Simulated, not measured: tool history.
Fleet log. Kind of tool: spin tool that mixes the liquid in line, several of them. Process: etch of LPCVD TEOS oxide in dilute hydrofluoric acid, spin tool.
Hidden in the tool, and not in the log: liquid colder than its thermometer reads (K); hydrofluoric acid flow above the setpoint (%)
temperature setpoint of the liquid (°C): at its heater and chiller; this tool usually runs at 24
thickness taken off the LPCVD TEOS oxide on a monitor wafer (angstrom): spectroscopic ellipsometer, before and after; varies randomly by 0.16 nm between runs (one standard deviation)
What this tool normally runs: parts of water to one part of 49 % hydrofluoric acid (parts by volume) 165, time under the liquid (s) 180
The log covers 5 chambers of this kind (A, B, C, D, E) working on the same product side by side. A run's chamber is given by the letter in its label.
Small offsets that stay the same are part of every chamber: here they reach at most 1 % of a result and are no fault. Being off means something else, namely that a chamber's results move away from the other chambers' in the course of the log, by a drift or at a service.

| run | hour | temperature setpoint of the liquid (°C) | parts of water to one part of 49 % hydrofluoric acid (parts by volume) | time under the liquid (s) | hours since the thermometer was replaced | hours since the hydrofluoric acid flow meter was replaced | read-back film thickness of the LPCVD TEOS oxide reference wafer, read on the same gauge (nm) | thickness taken off the LPCVD TEOS oxide on a monitor wafer (angstrom) |
|---|---|---|---|---|---|---|---|---|
| 1A | 3.3 | 24 | 165 | 180 | 2187.7 | 26.8 | 149.96 | 188.99 |
| 2C | 8.2 | 24 | 165 | 180 | 1312.3 | 19.4 | 150.02 | 186.6 |
| 3E | 11.3 | 24 | 165 | 180 | 184.2 | 371.9 | 149.97 | 189.45 |
| 4D | 13.6 | 24 | 165 | 180 | 258.2 | 454.3 | 150.02 | 190.9 |
| 5B | 15.9 | 24 | 165 | 180 | 407.1 | 953 | 149.99 | 192.9 |
| 6B | 18.3 | 24 | 165 | 180 | 409.5 | 955.4 | 149.99 | 192.63 |
| 7A | 21.8 | 24 | 165 | 180 | 2206.2 | 45.3 | 150.01 | 191.58 |
| 8C | 24.2 | 24 | 165 | 180 | 1328.3 | 35.4 | 150.03 | 188.75 |
| 9D | 27.4 | 24 | 165 | 180 | 272 | 468.1 | 149.99 | 189.05 |
| 10E | 30.5 | 24 | 165 | 180 | 203.4 | 391.1 | 149.96 | 190.3 |
| 11B | 32.7 | 24 | 165 | 180 | 423.9 | 969.8 | 149.98 | 194.04 |
| 12D | 36 | 24 | 165 | 180 | 280.6 | 476.7 | 149.96 | 189.28 |
| 13E | 40.7 | 24 | 165 | 180 | 213.6 | 401.3 | 150.03 | 189.58 |
| 14A | 43 | 28.5 | 115 | 180 | 2227.4 | 66.5 | 150 | 339.61 |
| 15C | 46.4 | 28.5 | 115 | 180 | 1350.5 | 57.6 | 150.07 | 333.52 |
| 16B | 49.4 | 28.5 | 115 | 180 | 440.6 | 986.5 | 150.03 | 355.54 |
| 17E | 51.7 | 28.5 | 115 | 180 | 224.6 | 412.3 | 150.01 | 337.72 |
| 18D | 54.6 | 28.5 | 115 | 180 | 299.2 | 495.3 | 150.04 | 336.89 |
| 19A | 57.3 | 24 | 165 | 180 | 2241.7 | 80.8 | 150.01 | 186.79 |
| 20C | 61.9 | 24 | 165 | 180 | 1366 | 73.1 | 149.94 | 185.31 |
| 21D | 65.3 | 21 | 225 | 180 | 309.9 | 506 | 150.05 | 117.71 |
| 22C | 69.8 | 21 | 225 | 180 | 1373.9 | 81 | 150.03 | 113.72 |
| 23B | 74.4 | 21 | 225 | 180 | 465.6 | 1011.5 | 150.01 | 124.88 |
| 24A | 79.1 | 21 | 225 | 180 | 2263.5 | 102.6 | 149.94 | 115.99 |
| 25E | 81.9 | 21 | 225 | 180 | 254.8 | 442.5 | 149.99 | 116.6 |
| 26C | 85.1 | 24 | 105 | 180 | 1389.2 | 96.3 | 150.04 | 318.77 |
| 27E | 89 | 24 | 105 | 180 | 261.9 | 449.6 | 149.96 | 313.82 |
| 28B | 91.6 | 24 | 105 | 180 | 482.8 | 1028.7 | 150 | 341.27 |
| 29D | 95.5 | 24 | 105 | 180 | 340.1 | 536.2 | 150.03 | 312.91 |
| 30A | 99.7 | 24 | 105 | 180 | 2284.1 | 123.2 | 150.03 | 311.49 |
| 31E | 103.5 | 24 | 165 | 180 | 276.4 | 464.1 | 149.99 | 187.43 |

Read the log: is a single chamber off, either drifting away or since a service, is the gauge that measures every chamber drifting, or is nothing wrong beyond small per-chamber offsets? Name any odd chamber and what most likely caused it.

Chamber B drifts away from the others.
Most likely cause: hydrofluoric acid flow above the setpoint (%) = 7.97.
From this log alone, it may not be told apart from: liquid hotter than its thermometer reads (K).

Here are 4 candidates for chamber B's next run, each the usual settings with a change, their results left as question marks. Which one brings its results back in line with what the others give on the usual settings?
Allowed miss from the other chambers' usual-settings mean, per result, to count as in line: thickness taken off the LPCVD TEOS oxide on a monitor wafer (angstrom) 5.4
| 32B-1 | 107 | 23 | 165 | 180 |  |  |  | ? |
| 32B-2 | 107 | 24 | 160 | 190 |  |  |  | ? |
| 32B-3 | 107 | 24 | 160 | 180 |  |  |  | ? |
| 32B-4 | 107 | 24 | 180 | 180 |  |  |  | ? |

Usual-settings mean across the other chambers: thickness taken off the LPCVD TEOS oxide on a monitor wafer (angstrom) 189.13
| run | thickness taken off the LPCVD TEOS oxide on a monitor wafer (angstrom) |
|---|---|
| 32B-1 | 199.95 |
| 32B-2 | 227.15 |
| 32B-3 | 215.2 |
| 32B-4 | 187.46 |
With 32B-4, the chamber falls back in line with the rest.
